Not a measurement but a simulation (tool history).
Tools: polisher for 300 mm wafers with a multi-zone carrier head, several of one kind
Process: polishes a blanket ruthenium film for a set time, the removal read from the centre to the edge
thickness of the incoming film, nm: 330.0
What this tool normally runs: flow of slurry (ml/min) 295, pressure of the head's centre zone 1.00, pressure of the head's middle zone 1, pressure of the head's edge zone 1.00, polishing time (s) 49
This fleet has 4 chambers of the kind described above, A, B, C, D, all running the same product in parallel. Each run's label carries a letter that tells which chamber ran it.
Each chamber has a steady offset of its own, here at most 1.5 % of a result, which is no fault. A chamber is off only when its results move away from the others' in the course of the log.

| run | hour | flow of slurry (ml/min) | pressure of the head's centre zone | pressure of the head's middle zone | pressure of the head's edge zone | polishing time (s) | film removed at the wafer's centre (nm) | film removed at mid-radius (nm) | film removed at the wafer's edge (nm) |
|---|---|---|---|---|---|---|---|---|---|
|  | 0.8 | chamber C: worn pad replaced by a new one |
| 1A | 3.5 | 295 | 1.00 | 1 | 1.00 | 49 | 37.865 | 37.832 | 38.479 |
|  | 6.8 | chamber D: worn pad replaced by a new one |
| 2B | 7.6 | 295 | 1.00 | 1 | 1.00 | 49 | 38.191 | 36.831 | 38.019 |
| 3D | 10.3 | 295 | 1.00 | 1 | 1.00 | 49 | 38.489 | 37.494 | 37.900 |
|  | 11.8 | chamber D: edge zone pressure recalibrated |
| 4C | 14.2 | 295 | 1.00 | 1 | 1.00 | 49 | 37.541 | 38.997 | 38.391 |
| 5A | 17.4 | 295 | 1.00 | 1 | 1.00 | 49 | 38.158 | 38.184 | 37.958 |
| 6C | 22.1 | 295 | 1.00 | 1 | 1.00 | 49 | 38.035 | 39.304 | 38.010 |
|  | 23.4 | chamber B: worn pad replaced by a new one |
| 7D | 25.0 | 295 | 1.00 | 1 | 1.00 | 49 | 38.532 | 38.023 | 37.993 |
| 8B | 28.6 | 295 | 1.00 | 1 | 1.00 | 49 | 37.875 | 37.513 | 38.472 |
|  | 30.3 | chamber A: worn pad replaced by a new one |
| 9B | 33.6 | 295 | 1.00 | 1 | 1.00 | 49 | 38.215 | 37.195 | 37.919 |
| 10C | 38.6 | 295 | 1.00 | 1 | 1.00 | 49 | 38.635 | 39.916 | 38.266 |
|  | 39.5 | chamber D: worn pad replaced by a new one |
| 11A | 41.2 | 295 | 1.00 | 1 | 1.00 | 49 | 38.308 | 38.040 | 38.446 |
| 12D | 45.7 | 295 | 1.00 | 1 | 1.00 | 49 | 38.074 | 37.703 | 37.800 |
|  | 48.2 | chamber C: worn pad replaced by a new one |
| 13A | 49.8 | 295 | 1.00 | 1 | 1.00 | 49 | 38.379 | 38.090 | 38.260 |
| 14B | 54.6 | 295 | 1.00 | 1 | 1.00 | 49 | 37.859 | 38.102 | 37.584 |
| 15D | 58.6 | 295 | 1.00 | 1 | 1.00 | 49 | 37.628 | 37.579 | 37.755 |
| 16C | 62.9 | 295 | 1.00 | 1 | 1.00 | 49 | 37.709 | 37.825 | 37.769 |
| 17A | 66.4 | 295 | 1.00 | 1 | 1.00 | 49 | 38.267 | 38.280 | 38.031 |
| 18B | 71.2 | 295 | 1.00 | 1 | 1.00 | 49 | 38.541 | 38.212 | 37.725 |
| 19C | 75.3 | 295 | 1.00 | 1 | 1.00 | 49 | 38.817 | 38.536 | 38.258 |
|  | 79.0 | chamber D: worn pad replaced by a new one |
| 20D | 79.8 | 295 | 1.00 | 1 | 1.00 | 49 | 36.693 | 38.662 | 37.367 |
| 21C | 84.6 | 295 | 1.00 | 1 | 1.00 | 49 | 38.272 | 38.942 | 37.999 |
| 22D | 87.5 | 225 | 0.94 | 1 | 1.00 | 49 | 33.402 | 36.351 | 36.802 |
| 23B | 92.5 | 225 | 0.94 | 1 | 1.00 | 49 | 34.672 | 36.493 | 37.445 |
|  | 95.0 | chamber C: worn pad replaced by a new one |
|  | 96.7 | chamber A: worn pad replaced by a new one |
| 24A | 97.0 | 225 | 0.94 | 1 | 1.00 | 49 | 34.084 | 36.961 | 38.095 |
| 25B | 100.1 | 225 | 0.94 | 1 | 1.00 | 49 | 35.048 | 36.019 | 37.613 |
| 26D | 102.4 | 295 | 1.00 | 1 | 1.00 | 49 | 36.133 | 38.314 | 38.074 |
| 27A | 104.9 | 295 | 1.00 | 1 | 1.00 | 49 | 37.983 | 38.070 | 39.002 |
| 28C | 108.5 | 295 | 1.00 | 1 | 1.00 | 49 | 38.571 | 38.787 | 38.283 |
|  | 110.5 | chamber B: worn pad replaced by a new one |
| 29B | 111.9 | 295 | 1.00 | 1 | 1.00 | 49 | 38.048 | 38.134 | 38.389 |
| 30A | 115.3 | 295 | 1.00 | 1 | 1.00 | 49 | 37.772 | 38.157 | 38.232 |
| 31C | 119.2 | 295 | 1.00 | 1 | 1.00 | 49 | 38.459 | 38.910 | 38.298 |
|  | 120.6 | chamber D: worn pad replaced by a new one |
| 32D | 122.3 | 295 | 1.00 | 1 | 1.00 | 49 | 35.446 | 37.825 | 37.490 |
| 33A | 126.7 | 295 | 1.00 | 1 | 1.00 | 49 | 38.180 | 38.113 | 37.827 |
| 34C | 131.2 | 295 | 1.00 | 1 | 1.00 | 49 | 37.751 | 38.170 | 38.546 |
|  | 136.2 | chamber C: worn pad replaced by a new one |
| 35D | 136.5 | 295 | 1.00 | 1 | 0.93 | 49 | 35.345 | 37.667 | 36.331 |
| 36B | 140.0 | 295 | 1.00 | 1 | 0.93 | 49 | 38.348 | 37.219 | 36.617 |
| 37A | 144.3 | 295 | 1.00 | 1 | 0.93 | 49 | 37.464 | 37.971 | 36.633 |
| 38C | 149.1 | 295 | 1.00 | 1 | 0.93 | 49 | 38.337 | 38.351 | 37.141 |
| 39D | 153.8 | 295 | 1.00 | 1 | 1.00 | 49 | 34.659 | 37.253 | 37.003 |
| 40B | 158.6 | 295 | 1.00 | 1 | 1.00 | 49 | 38.017 | 38.320 | 38.517 |
| 41C | 161.5 | 295 | 0.95 | 1 | 1.00 | 44 | 32.422 | 34.362 | 34.532 |

Predict what each chamber gives when all 4 of them run the settings below next.
| 42A | 165.3 | 295 | 1.00 | 1 | 1.00 | 49 | ? | ? | ? |
| 42B | 165.3 | 295 | 1.00 | 1 | 1.00 | 49 | ? | ? | ? |
| 42C | 165.3 | 295 | 1.00 | 1 | 1.00 | 49 | ? | ? | ? |
| 42D | 165.3 | 295 | 1.00 | 1 | 1.00 | 49 | ? | ? | ? |

| run | film removed at the wafer's centre (nm) | film removed at mid-radius (nm) | film removed at the wafer's edge (nm) |
|---|---|---|---|
| 42A | 37.420 | 38.138 | 38.085 |
| 42B | 38.696 | 37.753 | 38.035 |
| 42C | 38.026 | 38.852 | 39.006 |
| 42D | 34.060 | 38.317 | 37.402 |
